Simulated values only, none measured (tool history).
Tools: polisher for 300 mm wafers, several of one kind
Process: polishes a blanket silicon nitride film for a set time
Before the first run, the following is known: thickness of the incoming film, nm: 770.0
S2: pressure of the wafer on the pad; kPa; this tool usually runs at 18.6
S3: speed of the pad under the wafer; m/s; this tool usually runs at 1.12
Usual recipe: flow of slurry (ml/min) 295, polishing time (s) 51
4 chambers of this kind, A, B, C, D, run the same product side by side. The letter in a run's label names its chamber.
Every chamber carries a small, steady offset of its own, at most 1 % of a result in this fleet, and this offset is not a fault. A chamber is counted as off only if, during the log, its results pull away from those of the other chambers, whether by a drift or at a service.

-- hour=0.7 chamber B: worn pad replaced by a new one
run 1D hour=6 | flow_of_slurry_(ml/min)=295 S2=18.6 S3=1.12 polishing_time_(s)=51 | film_removed_(angstrom)=619.5
run 2B hour=10.2 | flow_of_slurry_(ml/min)=295 S2=18.6 S3=1.12 polishing_time_(s)=51 | film_removed_(angstrom)=620.14
run 3C hour=15.2 | flow_of_slurry_(ml/min)=295 S2=18.6 S3=1.12 polishing_time_(s)=51 | film_removed_(angstrom)=615.1
run 4A hour=20.3 | flow_of_slurry_(ml/min)=295 S2=18.6 S3=1.12 polishing_time_(s)=51 | film_removed_(angstrom)=618.2
run 5C hour=25.4 | flow_of_slurry_(ml/min)=295 S2=18.6 S3=1.12 polishing_time_(s)=51 | film_removed_(angstrom)=610.73
run 6A hour=33.9 | flow_of_slurry_(ml/min)=295 S2=18.6 S3=1.12 polishing_time_(s)=51 | film_removed_(angstrom)=622.72
run 7B hour=42.7 | flow_of_slurry_(ml/min)=295 S2=18.6 S3=1.12 polishing_time_(s)=51 | film_removed_(angstrom)=625.55
run 8D hour=46.9 | flow_of_slurry_(ml/min)=295 S2=18.6 S3=1.12 polishing_time_(s)=51 | film_removed_(angstrom)=626.63
run 9A hour=55.2 | flow_of_slurry_(ml/min)=295 S2=18.6 S3=1.12 polishing_time_(s)=51 | film_removed_(angstrom)=626.28
-- hour=60.5 chamber B: slurry nozzle cleaned
run 10C hour=63.4 | flow_of_slurry_(ml/min)=295 S2=18.6 S3=1.12 polishing_time_(s)=51 | film_removed_(angstrom)=607.39
run 11B hour=68 | flow_of_slurry_(ml/min)=295 S2=18.6 S3=1.32 polishing_time_(s)=51 | film_removed_(angstrom)=707.28
-- hour=71.4 chamber D: slurry nozzle cleaned
-- hour=75.2 chamber D: worn pad replaced by a new one
run 12D hour=76.9 | flow_of_slurry_(ml/min)=295 S2=18.6 S3=1.32 polishing_time_(s)=51 | film_removed_(angstrom)=714.21
run 13C hour=82.9 | flow_of_slurry_(ml/min)=295 S2=18.6 S3=1.32 polishing_time_(s)=51 | film_removed_(angstrom)=691.24
run 14D hour=89.4 | flow_of_slurry_(ml/min)=295 S2=18.6 S3=1.32 polishing_time_(s)=51 | film_removed_(angstrom)=711.27
run 15B hour=98.2 | flow_of_slurry_(ml/min)=295 S2=18.6 S3=1.12 polishing_time_(s)=51 | film_removed_(angstrom)=618.01
run 16A hour=102.9 | flow_of_slurry_(ml/min)=295 S2=18.6 S3=1.12 polishing_time_(s)=51 | film_removed_(angstrom)=626.76
run 17C hour=111.3 | flow_of_slurry_(ml/min)=295 S2=18.6 S3=1.44 polishing_time_(s)=66 | film_removed_(angstrom)=956.05
run 18A hour=118.5 | flow_of_slurry_(ml/min)=295 S2=18.6 S3=1.44 polishing_time_(s)=66 | film_removed_(angstrom)=984.15
run 19D hour=124.8 | flow_of_slurry_(ml/min)=295 S2=18.6 S3=1.44 polishing_time_(s)=66 | film_removed_(angstrom)=987.48
-- hour=128.7 chamber A: worn pad replaced by a new one
run 20B hour=131 | flow_of_slurry_(ml/min)=295 S2=18.6 S3=1.44 polishing_time_(s)=66 | film_removed_(angstrom)=967.81
run 21A hour=138.3 | flow_of_slurry_(ml/min)=295 S2=18.6 S3=1.12 polishing_time_(s)=51 | film_removed_(angstrom)=627.34
run 22D hour=145.1 | flow_of_slurry_(ml/min)=295 S2=18.6 S3=1.12 polishing_time_(s)=51 | film_removed_(angstrom)=614.76
run 23C hour=152.1 | flow_of_slurry_(ml/min)=295 S2=18.6 S3=1.12 polishing_time_(s)=51 | film_removed_(angstrom)=598.43
run 24B hour=160.8 | flow_of_slurry_(ml/min)=295 S2=18.6 S3=1.12 polishing_time_(s)=51 | film_removed_(angstrom)=617.93
run 25D hour=166.5 | flow_of_slurry_(ml/min)=295 S2=18.6 S3=1.12 polishing_time_(s)=51 | film_removed_(angstrom)=627.85
run 26B hour=172.9 | flow_of_slurry_(ml/min)=295 S2=18.6 S3=1.12 polishing_time_(s)=51 | film_removed_(angstrom)=611.08
-- hour=178.3 chamber D: worn pad replaced by a new one
-- hour=178.8 chamber B: worn pad replaced by a new one
run 27C hour=181.2 | flow_of_slurry_(ml/min)=295 S2=18.6 S3=1.12 polishing_time_(s)=51 | film_removed_(angstrom)=590.72
run 28A hour=187.9 | flow_of_slurry_(ml/min)=295 S2=18.6 S3=1.12 polishing_time_(s)=51 | film_removed_(angstrom)=616.99
run 29D hour=194.1 | flow_of_slurry_(ml/min)=295 S2=18.6 S3=1.12 polishing_time_(s)=51 | film_removed_(angstrom)=629.31
run 30B hour=201.6 | flow_of_slurry_(ml/min)=295 S2=18.6 S3=1.12 polishing_time_(s)=51 | film_removed_(angstrom)=612.44

Predict what each chamber gives when all 4 of them run the settings below next.
run 31A hour=208.4 | flow_of_slurry_(ml/min)=295 S2=18.6 S3=1.12 polishing_time_(s)=51 | film_removed_(angstrom)=?
run 31B hour=208.4 | flow_of_slurry_(ml/min)=295 S2=18.6 S3=1.12 polishing_time_(s)=51 | film_removed_(angstrom)=?
run 31C hour=208.4 | flow_of_slurry_(ml/min)=295 S2=18.6 S3=1.12 polishing_time_(s)=51 | film_removed_(angstrom)=?
run 31D hour=208.4 | flow_of_slurry_(ml/min)=295 S2=18.6 S3=1.12 polishing_time_(s)=51 | film_removed_(angstrom)=?

run=31A film_removed_(angstrom)=619.25
run=31B film_removed_(angstrom)=619.39
run=31C film_removed_(angstrom)=586.95
run=31D film_removed_(angstrom)=628.98
